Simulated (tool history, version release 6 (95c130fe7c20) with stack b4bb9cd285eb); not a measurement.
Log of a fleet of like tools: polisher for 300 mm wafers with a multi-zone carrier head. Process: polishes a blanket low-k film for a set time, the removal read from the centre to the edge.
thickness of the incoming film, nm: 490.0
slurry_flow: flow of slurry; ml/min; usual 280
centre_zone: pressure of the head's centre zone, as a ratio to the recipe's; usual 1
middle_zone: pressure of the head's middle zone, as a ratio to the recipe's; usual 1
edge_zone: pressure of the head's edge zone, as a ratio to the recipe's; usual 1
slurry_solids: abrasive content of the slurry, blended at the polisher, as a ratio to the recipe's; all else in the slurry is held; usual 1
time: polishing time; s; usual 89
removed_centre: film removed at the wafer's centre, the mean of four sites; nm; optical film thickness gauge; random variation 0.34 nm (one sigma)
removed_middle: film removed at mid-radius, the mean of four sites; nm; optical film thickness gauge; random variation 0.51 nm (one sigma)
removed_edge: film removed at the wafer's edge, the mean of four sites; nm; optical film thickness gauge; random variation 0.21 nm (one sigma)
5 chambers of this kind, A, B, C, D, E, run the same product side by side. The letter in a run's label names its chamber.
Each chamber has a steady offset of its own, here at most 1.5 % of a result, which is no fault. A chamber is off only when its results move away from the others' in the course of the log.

run 1D hour=5 | slurry_flow=280 centre_zone=1 middle_zone=1 edge_zone=1 slurry_solids=1 time=89 | removed_centre=34.772 removed_middle=35.515 removed_edge=34.459
run 2A hour=8.1 | slurry_flow=280 centre_zone=1 middle_zone=1 edge_zone=1 slurry_solids=1 time=89 | removed_centre=35.401 removed_middle=34.432 removed_edge=34.688
run 3C hour=11.3 | slurry_flow=280 centre_zone=1 middle_zone=1 edge_zone=1 slurry_solids=1 time=89 | removed_centre=35.17 removed_middle=35.639 removed_edge=34.985
run 4B hour=14.2 | slurry_flow=280 centre_zone=1 middle_zone=1 edge_zone=1 slurry_solids=1 time=89 | removed_centre=34.529 removed_middle=34.31 removed_edge=35.003
run 5E hour=19.1 | slurry_flow=280 centre_zone=1 middle_zone=1 edge_zone=1 slurry_solids=1 time=89 | removed_centre=34.652 removed_middle=34.729 removed_edge=35.426
-- hour=19.5 chamber D: slurry nozzle cleaned
-- hour=20.6 chamber E: worn pad replaced by a new one
run 6C hour=25.5 | slurry_flow=280 centre_zone=1 middle_zone=1 edge_zone=1 slurry_solids=1 time=89 | removed_centre=34.754 removed_middle=34.269 removed_edge=34.884
run 7B hour=31 | slurry_flow=280 centre_zone=1 middle_zone=1 edge_zone=1 slurry_solids=1 time=89 | removed_centre=34.203 removed_middle=34.371 removed_edge=34.781
run 8A hour=34.4 | slurry_flow=280 centre_zone=1 middle_zone=1 edge_zone=1 slurry_solids=1 time=89 | removed_centre=34.85 removed_middle=35.329 removed_edge=34.775
-- hour=35.9 chamber C: edge zone pressure recalibrated
-- hour=37.7 chamber C: worn pad replaced by a new one
run 9E hour=40 | slurry_flow=280 centre_zone=1 middle_zone=1 edge_zone=1.09 slurry_solids=1.2 time=89 | removed_centre=37.994 removed_middle=38.934 removed_edge=39.85
run 10D hour=43.3 | slurry_flow=280 centre_zone=1 middle_zone=1 edge_zone=1.09 slurry_solids=1.2 time=89 | removed_centre=38.62 removed_middle=37.714 removed_edge=39.134
run 11B hour=46.9 | slurry_flow=280 centre_zone=1 middle_zone=1 edge_zone=1.09 slurry_solids=1.2 time=89 | removed_centre=37.712 removed_middle=36.796 removed_edge=39.65
run 12A hour=49.7 | slurry_flow=280 centre_zone=1 middle_zone=1 edge_zone=1.09 slurry_solids=1.2 time=89 | removed_centre=37.775 removed_middle=37.467 removed_edge=39.078
run 13E hour=54.8 | slurry_flow=280 centre_zone=1 middle_zone=1 edge_zone=1.09 slurry_solids=1.2 time=89 | removed_centre=37.648 removed_middle=38.484 removed_edge=39.997
-- hour=56.9 chamber B: worn pad replaced by a new one
run 14C hour=59 | slurry_flow=355 centre_zone=1 middle_zone=0.94 edge_zone=1 slurry_solids=1 time=89 | removed_centre=35.819 removed_middle=33.842 removed_edge=35.442
run 15D hour=62 | slurry_flow=355 centre_zone=1 middle_zone=0.94 edge_zone=1 slurry_solids=1 time=89 | removed_centre=36.611 removed_middle=33.233 removed_edge=34.861
-- hour=64.7 chamber A: worn pad replaced by a new one
run 16C hour=67.7 | slurry_flow=355 centre_zone=1 middle_zone=0.94 edge_zone=1 slurry_solids=1 time=89 | removed_centre=35.413 removed_middle=33.692 removed_edge=35.57
run 17D hour=73.8 | slurry_flow=355 centre_zone=1 middle_zone=0.94 edge_zone=1 slurry_solids=1 time=89 | removed_centre=35.77 removed_middle=33.847 removed_edge=35.624
run 18A hour=77.8 | slurry_flow=355 centre_zone=1 middle_zone=0.94 edge_zone=1 slurry_solids=1 time=89 | removed_centre=36.371 removed_middle=33.77 removed_edge=35.029
run 19E hour=84.1 | slurry_flow=280 centre_zone=1 middle_zone=1 edge_zone=1 slurry_solids=1 time=89 | removed_centre=34.8 removed_middle=34.776 removed_edge=35.253
run 20B hour=87 | slurry_flow=280 centre_zone=0.94 middle_zone=1 edge_zone=1 slurry_solids=0.9 time=89 | removed_centre=31.262 removed_middle=32.506 removed_edge=33.369
-- hour=92.3 chamber B: edge zone pressure recalibrated
run 21A hour=92.8 | slurry_flow=280 centre_zone=0.94 middle_zone=1 edge_zone=1 slurry_solids=0.9 time=89 | removed_centre=30.803 removed_middle=33.36 removed_edge=32.983
-- hour=94.6 chamber B: centre zone pressure recalibrated
run 22B hour=96 | slurry_flow=280 centre_zone=0.94 middle_zone=1 edge_zone=1 slurry_solids=0.9 time=89 | removed_centre=31.549 removed_middle=33.359 removed_edge=33.462
-- hour=99.8 chamber C: worn pad replaced by a new one
run 23C hour=100.6 | slurry_flow=280 centre_zone=0.94 middle_zone=1 edge_zone=1 slurry_solids=0.9 time=89 | removed_centre=30.873 removed_middle=33.633 removed_edge=32.734
run 24E hour=105.2 | slurry_flow=280 centre_zone=0.94 middle_zone=1 edge_zone=1 slurry_solids=0.9 time=89 | removed_centre=30.221 removed_middle=33.803 removed_edge=33.412
-- hour=109.2 chamber D: worn pad replaced by a new one
run 25D hour=111.3 | slurry_flow=280 centre_zone=1 middle_zone=1 edge_zone=1 slurry_solids=1 time=89 | removed_centre=35.687 removed_middle=34.981 removed_edge=34.603
run 26D hour=117.6 | slurry_flow=280 centre_zone=1 middle_zone=1 edge_zone=1 slurry_solids=1.2 time=89 | removed_centre=39.105 removed_middle=36.899 removed_edge=37.422
run 27C hour=123.3 | slurry_flow=280 centre_zone=1 middle_zone=1 edge_zone=1 slurry_solids=1.2 time=89 | removed_centre=37.454 removed_middle=38.134 removed_edge=37.591
run 28B hour=126.5 | slurry_flow=280 centre_zone=1 middle_zone=1 edge_zone=1 slurry_solids=1.2 time=89 | removed_centre=37.031 removed_middle=38.601 removed_edge=37.73
run 29A hour=129.4 | slurry_flow=280 centre_zone=1 middle_zone=1 edge_zone=1 slurry_solids=1.2 time=89 | removed_centre=37.909 removed_middle=38.866 removed_edge=37.557
-- hour=133.9 chamber E: worn pad replaced by a new one
run 30E hour=135.4 | slurry_flow=280 centre_zone=1 middle_zone=1 edge_zone=1 slurry_solids=1.2 time=89 | removed_centre=37.677 removed_middle=37.531 removed_edge=38.376
run 31C hour=140.4 | slurry_flow=280 centre_zone=1 middle_zone=1 edge_zone=1 slurry_solids=0.8 time=68 | removed_centre=24.046 removed_middle=24.039 removed_edge=23.731
run 32E hour=145.1 | slurry_flow=280 centre_zone=1 middle_zone=1 edge_zone=1 slurry_solids=0.8 time=68 | removed_centre=23.15 removed_middle=24.311 removed_edge=24.531
run 33D hour=150.9 | slurry_flow=280 centre_zone=1 middle_zone=1 edge_zone=1 slurry_solids=0.8 time=68 | removed_centre=24.297 removed_middle=23.242 removed_edge=23.744
run 34A hour=154.3 | slurry_flow=280 centre_zone=1 middle_zone=1 edge_zone=1 slurry_solids=0.8 time=68 | removed_centre=23.696 removed_middle=24.255 removed_edge=23.814
run 35B hour=158.8 | slurry_flow=280 centre_zone=1 middle_zone=1 edge_zone=1 slurry_solids=0.8 time=68 | removed_centre=23.868 removed_middle=23.989 removed_edge=24.112
run 36D hour=163.9 | slurry_flow=280 centre_zone=1 middle_zone=1 edge_zone=1 slurry_solids=1 time=89 | removed_centre=35.522 removed_middle=35.061 removed_edge=34.815
-- hour=164.2 chamber C: worn pad replaced by a new one
run 37B hour=169.4 | slurry_flow=280 centre_zone=1 middle_zone=1 edge_zone=1 slurry_solids=1 time=89 | removed_centre=34.748 removed_middle=35.093 removed_edge=35.365
run 38C hour=173.4 | slurry_flow=280 centre_zone=1 middle_zone=1 edge_zone=1 slurry_solids=1 time=89 | removed_centre=34.281 removed_middle=35.002 removed_edge=34.781
run 39A hour=176.4 | slurry_flow=280 centre_zone=1 middle_zone=1 edge_zone=1 slurry_solids=1 time=89 | removed_centre=34.876 removed_middle=35.518 removed_edge=34.446

What goes on in this fleet: one chamber off, a drifting gauge, or nothing beyond the chambers' own small offsets? Name the chamber and the cause, if any.

No chamber stands off beyond its own small offset, and the gauge holds steady.

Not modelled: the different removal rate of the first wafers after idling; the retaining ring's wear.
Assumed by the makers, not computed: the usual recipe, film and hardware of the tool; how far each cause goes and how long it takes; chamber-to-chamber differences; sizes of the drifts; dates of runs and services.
